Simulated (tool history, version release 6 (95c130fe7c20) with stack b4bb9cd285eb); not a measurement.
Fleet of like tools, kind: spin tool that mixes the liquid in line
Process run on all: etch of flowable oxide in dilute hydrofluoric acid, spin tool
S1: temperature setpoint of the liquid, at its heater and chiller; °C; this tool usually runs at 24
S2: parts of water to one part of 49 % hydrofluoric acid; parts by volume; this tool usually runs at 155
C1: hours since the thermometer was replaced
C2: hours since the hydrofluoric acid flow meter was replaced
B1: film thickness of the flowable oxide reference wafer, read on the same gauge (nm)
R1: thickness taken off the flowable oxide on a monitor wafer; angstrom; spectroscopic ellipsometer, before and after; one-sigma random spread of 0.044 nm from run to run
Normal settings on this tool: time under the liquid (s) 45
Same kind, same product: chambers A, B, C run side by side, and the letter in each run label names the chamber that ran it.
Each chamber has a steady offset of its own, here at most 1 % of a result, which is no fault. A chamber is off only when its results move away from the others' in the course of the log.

Run 1A, hour 7.5: usual settings; C1 1520.9; C2 1007.1; B1 130.01. Result: R1 79.17 angstrom.
Run 2B, hour 11.6: usual settings; C1 624.1; C2 1418.8; B1 130.02. Result: R1 78.552 angstrom.
Run 3C, hour 17: usual settings; C1 879.5; C2 159.1; B1 129.99. Result: R1 79.73 angstrom.
Run 4A, hour 22.1: usual settings; C1 1535.5; C2 1021.7; B1 129.99. Result: R1 77.742 angstrom.
Run 5C, hour 29: usual settings; C1 891.5; C2 171.1; B1 130. Result: R1 78.711 angstrom.
Run 6B, hour 34.9: usual settings; C1 647.4; C2 1442.1; B1 129.99. Result: R1 78.472 angstrom.
Run 7A, hour 40: usual settings; C1 1553.4; C2 1039.6; B1 129.99. Result: R1 78.551 angstrom.
Run 8B, hour 45.8: usual settings but time under the liquid (s) 25; C1 658.3; C2 1453; B1 129.99. Result: R1 43.63 angstrom.
Run 9C, hour 51.8: usual settings but time under the liquid (s) 25; C1 914.3; C2 193.9; B1 129.99. Result: R1 44.558 angstrom.
Run 10C, hour 58.8: usual settings but time under the liquid (s) 25; C1 921.3; C2 200.9; B1 130.03. Result: R1 44.367 angstrom.
Run 11B, hour 62.9: usual settings; C1 675.4; C2 1470.1; B1 130.01. Result: R1 77.912 angstrom.
Run 12A, hour 67.1: usual settings; C1 1580.5; C2 1066.7; B1 130.01. Result: R1 78.493 angstrom.
Run 13B, hour 72.7: usual settings; C1 685.2; C2 1479.9; B1 130.01. Result: R1 78.355 angstrom.
Run 14A, hour 77.5: usual settings; C1 1590.9; C2 1077.1; B1 130. Result: R1 78.622 angstrom.
Run 15C, hour 82.7: usual settings but S2 110 parts by volume, time under the liquid (s) 70; C1 945.2; C2 224.8; B1 129.99. Result: R1 184.23 angstrom.
Run 16A, hour 86: usual settings but S2 110 parts by volume, time under the liquid (s) 70; C1 1599.4; C2 1085.6; B1 130.02. Result: R1 182.02 angstrom.
Run 17B, hour 92.6: usual settings but S2 110 parts by volume, time under the liquid (s) 70; C1 705.1; C2 1499.8; B1 129.99. Result: R1 180.69 angstrom.
Run 18C, hour 100.1: usual settings; C1 962.6; C2 242.2; B1 129.98. Result: R1 79.169 angstrom.
Run 19B, hour 106.7: usual settings; C1 719.2; C2 1513.9; B1 130. Result: R1 79.037 angstrom.
Run 20C, hour 111.2: usual settings; C1 973.7; C2 253.3; B1 130.01. Result: R1 79.434 angstrom.
Run 21A, hour 118.5: usual settings but S1 22.5 °C, S2 85 parts by volume; C1 1631.9; C2 1118.1; B1 130. Result: R1 146 angstrom.
Run 22B, hour 124.5: usual settings but S1 22.5 °C, S2 85 parts by volume; C1 737; C2 1531.7; B1 130.01. Result: R1 145.24 angstrom.
Run 23C, hour 130.4: usual settings but S1 22.5 °C, S2 85 parts by volume; C1 992.9; C2 272.5; B1 130.01. Result: R1 149.09 angstrom.
Run 24A, hour 137: usual settings; C1 1650.4; C2 1136.6; B1 130.03. Result: R1 78.221 angstrom.
Run 25B, hour 144.1: usual settings; C1 756.6; C2 1551.3; B1 130.01. Result: R1 78.474 angstrom.
Run 26A, hour 150.2: usual settings; C1 1663.6; C2 1149.8; B1 130. Result: R1 78.808 angstrom.
Run 27C, hour 153.9: usual settings but time under the liquid (s) 55; C1 1016.4; C2 296; B1 129.99. Result: R1 97.377 angstrom.
Run 28B, hour 157.8: usual settings but time under the liquid (s) 55; C1 770.3; C2 1565; B1 130. Result: R1 96.446 angstrom.
Run 29A, hour 164.2: usual settings but time under the liquid (s) 55; C1 1677.6; C2 1163.8; B1 130.02. Result: R1 95.289 angstrom.

Each of the 3 chambers runs these same settings next. Fill in every chamber's results:
Run 30A, hour 169.7: usual settings. Result: R1 ?.
Run 30B, hour 169.7: usual settings. Result: R1 ?.
Run 30C, hour 169.7: usual settings. Result: R1 ?.

run      R1
30A   78.52
30B  78.038
30C  79.606

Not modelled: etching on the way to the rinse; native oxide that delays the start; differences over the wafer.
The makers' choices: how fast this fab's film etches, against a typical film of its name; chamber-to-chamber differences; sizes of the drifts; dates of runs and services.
